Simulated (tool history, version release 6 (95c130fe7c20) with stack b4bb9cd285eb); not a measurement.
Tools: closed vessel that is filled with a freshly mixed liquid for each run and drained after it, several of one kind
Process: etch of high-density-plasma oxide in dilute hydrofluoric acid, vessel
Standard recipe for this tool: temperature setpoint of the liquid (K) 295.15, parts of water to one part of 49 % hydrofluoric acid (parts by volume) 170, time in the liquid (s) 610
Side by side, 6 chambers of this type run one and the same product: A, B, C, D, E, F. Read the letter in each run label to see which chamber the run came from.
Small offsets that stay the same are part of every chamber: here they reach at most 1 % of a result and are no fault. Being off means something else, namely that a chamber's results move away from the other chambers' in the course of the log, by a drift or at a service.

run	hour	temperature setpoint of the liquid (K)	parts of water to one part of 49 % hydrofluoric acid (parts by volume)	time in the liquid (s)	read-back film thickness of the high-density-plasma oxide reference wafer, read on the same gauge (nm)	thickness taken off the high-density-plasma oxide on a monitor wafer (nm)
1C	5.7	295.15	170	610	100.010	15.649
2A	9.4	295.15	170	610	99.996	15.458
3D	14.0	295.15	170	610	99.992	15.854
4F	16.9	295.15	170	610	100.020	15.551
5E	20.8	295.15	170	610	99.991	15.325
6B	25.2	295.15	235	920	100.000	15.959
7E	29.3	295.15	235	920	100.010	15.766
8F	33.6	295.15	235	920	100.010	15.870
9A	36.3	295.15	235	920	100.020	15.864
10B	39.9	295.15	235	920	99.990	15.858
11D	44.3	295.15	235	920	100.010	15.960
12C	48.8	295.15	170	610	99.981	15.515
13A	53.6	295.15	170	610	99.995	15.552
14E	58.7	295.15	170	610	99.999	15.624
15F	62.0	295.15	170	610	100.020	15.618
16B	67.3	295.15	170	910	100.010	23.176
17D	71.5	295.15	170	910	100.010	23.548
18C	77.0	295.15	170	910	99.995	23.187
19E	80.2	295.15	170	910	99.993	23.483
20D	83.7	295.15	170	910	100.030	23.268
21C	87.7	295.15	170	910	99.997	23.575
22B	93.4	295.15	170	610	99.998	15.623
23A	98.7	295.15	170	860	100.000	21.666
24F	103.0	295.15	170	860	99.984	22.056
25F	108.8	295.15	170	860	100.020	22.262
26A	112.5	295.15	170	860	100.000	22.119
27E	117.6	295.15	170	860	99.997	22.909
28D	121.1	295.15	170	860	99.998	22.538
29C	125.1	295.15	170	610	99.994	15.540
30B	128.4	292.65	145	610	99.986	16.883
31A	131.9	292.65	145	610	99.995	16.961
32B	137.0	292.65	145	610	100.010	16.998
33E	141.7	292.65	145	610	100.010	18.117
34F	145.7	292.65	145	610	100.020	17.101
35D	151.0	292.65	145	610	99.990	17.163
36C	155.4	295.15	170	610	100.030	15.505
37B	159.8	295.15	170	610	99.994	15.612
38C	162.8	291.15	140	610	99.996	17.009

Does one chamber stand apart from the rest, does the shared gauge drift, or is all well apart from small per-chamber offsets? Give the chamber and the most likely cause, where there is one.

One chamber, E, drifts off from the rest bit by bit.
Most likely cause: hydrofluoric acid flow above the setpoint (%) = 8.69.
From this log alone, it may not be told apart from: liquid hotter than its thermometer reads (K).

Chamber E could run next with any of the 4 candidate recipes listed below; each alters the usual settings, and their results appear as question marks. Which one brings its results back in line with what the other chambers deliver on the usual settings?
To be in line, a result may differ from the other chambers' mean on the usual settings by at most: thickness taken off the high-density-plasma oxide on a monitor wafer (nm) 0.460
39E-1	167.2	295.15	165	610		?
39E-2	167.2	295.15	170	590		?
39E-3	167.2	295.15	170	565		?
39E-4	167.2	297.15	170	610		?

Average result of the remaining chambers running the usual settings: thickness taken off the high-density-plasma oxide on a monitor wafer (nm) 15.618
run	thickness taken off the high-density-plasma oxide on a monitor wafer (nm)
39E-1	17.688
39E-2	16.513
39E-3	15.813
39E-4	18.446
39E-3 brings the chamber back in line.
